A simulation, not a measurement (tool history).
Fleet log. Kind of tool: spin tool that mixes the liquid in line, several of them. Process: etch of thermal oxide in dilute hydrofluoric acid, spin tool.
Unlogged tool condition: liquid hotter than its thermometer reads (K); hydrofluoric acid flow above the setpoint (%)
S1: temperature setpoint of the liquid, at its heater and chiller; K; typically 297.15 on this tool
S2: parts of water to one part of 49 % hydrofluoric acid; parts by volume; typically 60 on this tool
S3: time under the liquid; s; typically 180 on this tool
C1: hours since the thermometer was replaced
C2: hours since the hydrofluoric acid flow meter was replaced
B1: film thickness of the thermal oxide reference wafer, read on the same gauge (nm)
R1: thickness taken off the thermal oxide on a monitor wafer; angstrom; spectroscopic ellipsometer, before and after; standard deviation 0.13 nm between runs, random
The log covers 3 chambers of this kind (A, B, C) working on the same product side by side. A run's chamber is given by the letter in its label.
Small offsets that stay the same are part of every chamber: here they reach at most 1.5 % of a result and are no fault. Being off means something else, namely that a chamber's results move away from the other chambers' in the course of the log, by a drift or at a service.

| run | hour | S1 | S2 | S3 | C1 | C2 | B1 | R1 |
|---|---|---|---|---|---|---|---|---|
| 1A | 5.5 | 297.15 | 60 | 180 | 269.4 | 224.3 | 29.983 | 150.410 |
| 2C | 10.7 | 297.15 | 60 | 180 | 681.6 | 841.4 | 30.002 | 151.340 |
| 3B | 18.6 | 297.15 | 60 | 180 | 762.1 | 2243.6 | 29.989 | 152.090 |
| 4B | 24.2 | 297.15 | 60 | 180 | 767.7 | 2249.2 | 30.003 | 151.320 |
| 5C | 32.3 | 297.15 | 60 | 180 | 703.2 | 863.0 | 30.007 | 153.280 |
| 6A | 37.6 | 297.15 | 60 | 180 | 301.5 | 256.4 | 29.984 | 151.090 |
|  | 39.9 | chamber C: thermometer replaced |
| 7B | 44.3 | 297.15 | 60 | 180 | 787.8 | 2269.3 | 30.005 | 153.350 |
| 8C | 51.7 | 297.15 | 60 | 180 | 11.8 | 882.4 | 29.983 | 155.500 |
| 9A | 60.2 | 292.65 | 60 | 255 | 324.1 | 279.0 | 30.000 | 176.620 |
| 10C | 64.8 | 292.65 | 60 | 255 | 24.9 | 895.5 | 29.979 | 179.010 |
|  | 66.1 | chamber B: thermometer replaced |
| 11B | 69.2 | 292.65 | 60 | 255 | 3.1 | 2294.2 | 29.999 | 177.060 |
| 12A | 76.5 | 297.15 | 60 | 180 | 340.4 | 295.3 | 29.997 | 151.140 |
| 13B | 84.3 | 297.15 | 60 | 180 | 18.2 | 2309.3 | 29.993 | 151.930 |
| 14C | 90.8 | 297.15 | 85 | 230 | 50.9 | 921.5 | 30.015 | 132.420 |
| 15A | 96.5 | 297.15 | 85 | 230 | 360.4 | 315.3 | 30.002 | 132.160 |
|  | 99.2 | chamber B: hydrofluoric acid flow meter replaced |
| 16B | 102.2 | 297.15 | 85 | 230 | 36.1 | 3.1 | 30.011 | 132.910 |
| 17A | 109.6 | 297.15 | 60 | 180 | 373.5 | 328.4 | 30.015 | 152.960 |
| 18C | 113.2 | 297.15 | 60 | 180 | 73.3 | 943.9 | 29.983 | 152.960 |
| 19B | 120.4 | 297.15 | 60 | 180 | 54.3 | 21.3 | 29.992 | 151.170 |
| 20C | 128.2 | 297.15 | 60 | 70 | 88.3 | 958.9 | 29.977 | 59.346 |
| 21A | 135.1 | 297.15 | 60 | 70 | 399.0 | 353.9 | 29.992 | 61.361 |
| 22B | 143.5 | 297.15 | 60 | 70 | 77.4 | 44.4 | 29.983 | 58.713 |
| 23A | 148.3 | 297.15 | 60 | 180 | 412.2 | 367.1 | 29.992 | 156.660 |
| 24C | 153.6 | 297.15 | 60 | 180 | 113.7 | 984.3 | 29.982 | 150.420 |
| 25A | 161.1 | 297.15 | 60 | 180 | 425.0 | 379.9 | 30.000 | 159.580 |
| 26C | 165.1 | 297.15 | 80 | 180 | 125.2 | 995.8 | 29.989 | 111.110 |
| 27B | 169.6 | 297.15 | 80 | 180 | 103.5 | 70.5 | 29.989 | 110.350 |
| 28A | 175.5 | 297.15 | 80 | 180 | 439.4 | 394.3 | 29.994 | 114.700 |
| 29B | 180.6 | 297.15 | 60 | 180 | 114.5 | 81.5 | 29.987 | 153.150 |
| 30C | 186.2 | 297.15 | 60 | 180 | 146.3 | 1016.9 | 30.004 | 153.330 |
| 31A | 191.9 | 297.15 | 60 | 180 | 455.8 | 410.7 | 30.002 | 157.860 |
|  | 197.6 | chamber A: hydrofluoric acid flow meter replaced |
| 32C | 199.1 | 297.15 | 60 | 180 | 159.2 | 1029.8 | 30.000 | 154.750 |
| 33B | 204.7 | 297.15 | 60 | 270 | 138.6 | 105.6 | 30.023 | 224.030 |
| 34A | 212.0 | 297.15 | 60 | 270 | 475.9 | 14.5 | 29.985 | 246.250 |
| 35C | 218.6 | 297.15 | 60 | 270 | 178.7 | 1049.3 | 30.001 | 229.100 |

The same settings go to every chamber for the next run, one line per chamber below. Forecast the results for each:
| 36A | 224.7 | 299.65 | 60 | 180 |  |  |  | ? |
| 36B | 224.7 | 299.65 | 60 | 180 |  |  |  | ? |
| 36C | 224.7 | 299.65 | 60 | 180 |  |  |  | ? |

| run | R1 |
|---|---|
| 36A | 177.680 |
| 36B | 164.030 |
| 36C | 170.980 |
